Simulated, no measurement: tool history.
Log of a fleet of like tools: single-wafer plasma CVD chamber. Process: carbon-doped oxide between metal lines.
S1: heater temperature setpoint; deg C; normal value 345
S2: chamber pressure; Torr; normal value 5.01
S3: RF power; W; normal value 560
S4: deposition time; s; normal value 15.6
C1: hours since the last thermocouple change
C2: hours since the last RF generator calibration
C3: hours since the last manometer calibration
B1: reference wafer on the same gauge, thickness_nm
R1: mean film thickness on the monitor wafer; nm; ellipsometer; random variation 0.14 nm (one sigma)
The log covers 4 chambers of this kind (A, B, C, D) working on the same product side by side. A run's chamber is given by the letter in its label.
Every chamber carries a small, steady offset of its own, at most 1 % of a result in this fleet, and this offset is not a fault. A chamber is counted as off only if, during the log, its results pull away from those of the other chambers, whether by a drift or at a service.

{"run": "1B", "hour": 4.7, "S1": 345, "S2": 5.01, "S3": 560, "S4": 15.6, "C1": 1383, "C2": 745, "C3": 909.8, "B1": 83.964, "R1": 87.709}
{"run": "2C", "hour": 9.2, "S1": 345, "S2": 5.01, "S3": 560, "S4": 15.6, "C1": 574.6, "C2": 45, "C3": 344.8, "B1": 83.972, "R1": 87.766}
{"run": "3A", "hour": 14.3, "S1": 345, "S2": 5.01, "S3": 560, "S4": 15.6, "C1": 1804, "C2": 2000.5, "C3": 1180.5, "B1": 83.963, "R1": 87.556}
{"run": "4D", "hour": 20.1, "S1": 345, "S2": 5.01, "S3": 560, "S4": 15.6, "C1": 1986.8, "C2": 665.9, "C3": 433.4, "B1": 83.985, "R1": 86.896}
{"run": "5B", "hour": 26.6, "S1": 345, "S2": 5.01, "S3": 560, "S4": 15.6, "C1": 1404.9, "C2": 766.9, "C3": 931.7, "B1": 84.02, "R1": 87.73}
{"run": "6C", "hour": 32.0, "S1": 339, "S2": 4.58, "S3": 560, "S4": 15.6, "C1": 597.4, "C2": 67.8, "C3": 367.6, "B1": 84.042, "R1": 88.385}
{"run": "7D", "hour": 36.9, "S1": 339, "S2": 4.58, "S3": 560, "S4": 15.6, "C1": 2003.6, "C2": 682.7, "C3": 450.2, "B1": 84.038, "R1": 87.782}
{"run": "8A", "hour": 43.1, "S1": 339, "S2": 4.58, "S3": 560, "S4": 15.6, "C1": 1832.8, "C2": 2029.3, "C3": 1209.3, "B1": 84.066, "R1": 87.973}
{"run": "9B", "hour": 48.1, "S1": 339, "S2": 4.58, "S3": 560, "S4": 15.6, "C1": 1426.4, "C2": 788.4, "C3": 953.2, "B1": 84.111, "R1": 88.797}
{"run": "10A", "hour": 53.4, "S1": 345, "S2": 5.01, "S3": 560, "S4": 15.6, "C1": 1843.1, "C2": 2039.6, "C3": 1219.6, "B1": 84.105, "R1": 88.012}
{"run": "11D", "hour": 58.9, "S1": 345, "S2": 5.01, "S3": 560, "S4": 15.6, "C1": 2025.6, "C2": 704.7, "C3": 472.2, "B1": 84.14, "R1": 87.376}
{"run": "12C", "hour": 64.7, "S1": 345, "S2": 5.01, "S3": 560, "S4": 15.6, "C1": 630.1, "C2": 100.5, "C3": 400.3, "B1": 84.149, "R1": 87.944}
{"run": "13D", "hour": 68.3, "S1": 345, "S2": 4.18, "S3": 560, "S4": 15.6, "C1": 2035, "C2": 714.1, "C3": 481.6, "B1": 84.182, "R1": 84.93}
{"run": "14A", "hour": 72.5, "S1": 345, "S2": 4.18, "S3": 560, "S4": 15.6, "C1": 1862.2, "C2": 2058.7, "C3": 1238.7, "B1": 84.224, "R1": 85.995}
{"run": "15B", "hour": 77.9, "S1": 345, "S2": 4.18, "S3": 560, "S4": 15.6, "C1": 1456.2, "C2": 818.2, "C3": 983, "B1": 84.176, "R1": 86.076}
{"run": "16C", "hour": 82.3, "S1": 345, "S2": 4.18, "S3": 560, "S4": 15.6, "C1": 647.7, "C2": 118.1, "C3": 417.9, "B1": 84.273, "R1": 85.859}
{"run": "17B", "hour": 85.7, "S1": 345, "S2": 5.01, "S3": 560, "S4": 15.6, "C1": 1464, "C2": 826, "C3": 990.8, "B1": 84.275, "R1": 88.394}
{"run": "18C", "hour": 89.3, "S1": 345, "S2": 5.01, "S3": 560, "S4": 15.6, "C1": 654.7, "C2": 125.1, "C3": 424.9, "B1": 84.223, "R1": 88.088}
{"run": "19D", "hour": 94.1, "S1": 345, "S2": 5.01, "S3": 560, "S4": 15.6, "C1": 2060.8, "C2": 739.9, "C3": 507.4, "B1": 84.262, "R1": 87.267}
{"run": "20A", "hour": 97.7, "S1": 345, "S2": 5.01, "S3": 560, "S4": 15.6, "C1": 1887.4, "C2": 2083.9, "C3": 1263.9, "B1": 84.301, "R1": 88.181}
{"run": "21B", "hour": 103.8, "S1": 345, "S2": 5.01, "S3": 560, "S4": 15.6, "C1": 1482.1, "C2": 844.1, "C3": 1008.9, "B1": 84.301, "R1": 88.088}
{"run": "22D", "hour": 107.4, "S1": 345, "S2": 5.01, "S3": 560, "S4": 15.6, "C1": 2074.1, "C2": 753.2, "C3": 520.7, "B1": 84.365, "R1": 87.369}
{"run": "23A", "hour": 112.6, "S1": 345, "S2": 5.01, "S3": 560, "S4": 15.6, "C1": 1902.3, "C2": 2098.8, "C3": 1278.8, "B1": 84.371, "R1": 88.133}
{"run": "24C", "hour": 116.7, "S1": 352, "S2": 5.71, "S3": 560, "S4": 15.6, "C1": 682.1, "C2": 152.5, "C3": 452.3, "B1": 84.393, "R1": 88.104}
{"run": "25A", "hour": 121.3, "S1": 352, "S2": 5.71, "S3": 560, "S4": 15.6, "C1": 1911, "C2": 2107.5, "C3": 1287.5, "B1": 84.438, "R1": 87.631}
{"run": "26B", "hour": 124.6, "S1": 352, "S2": 5.71, "S3": 560, "S4": 15.6, "C1": 1502.9, "C2": 864.9, "C3": 1029.7, "B1": 84.438, "R1": 88.224}
{"run": "27D", "hour": 128.1, "S1": 352, "S2": 5.71, "S3": 560, "S4": 15.6, "C1": 2094.8, "C2": 773.9, "C3": 541.4, "B1": 84.436, "R1": 87.185}
{"run": "28C", "hour": 132.6, "S1": 345, "S2": 5.01, "S3": 560, "S4": 15.6, "C1": 698, "C2": 168.4, "C3": 468.2, "B1": 84.462, "R1": 88.272}

One chamber off, gauge drift, or nothing amiss beyond the chambers' own small offsets? If it is a chamber, which one, and what is the likeliest cause?

It is the gauge, not a chamber: its drift shows up in every chamber's results at once, and no chamber is off.
What lies behind it: gauge reads high (%) = 0.675.
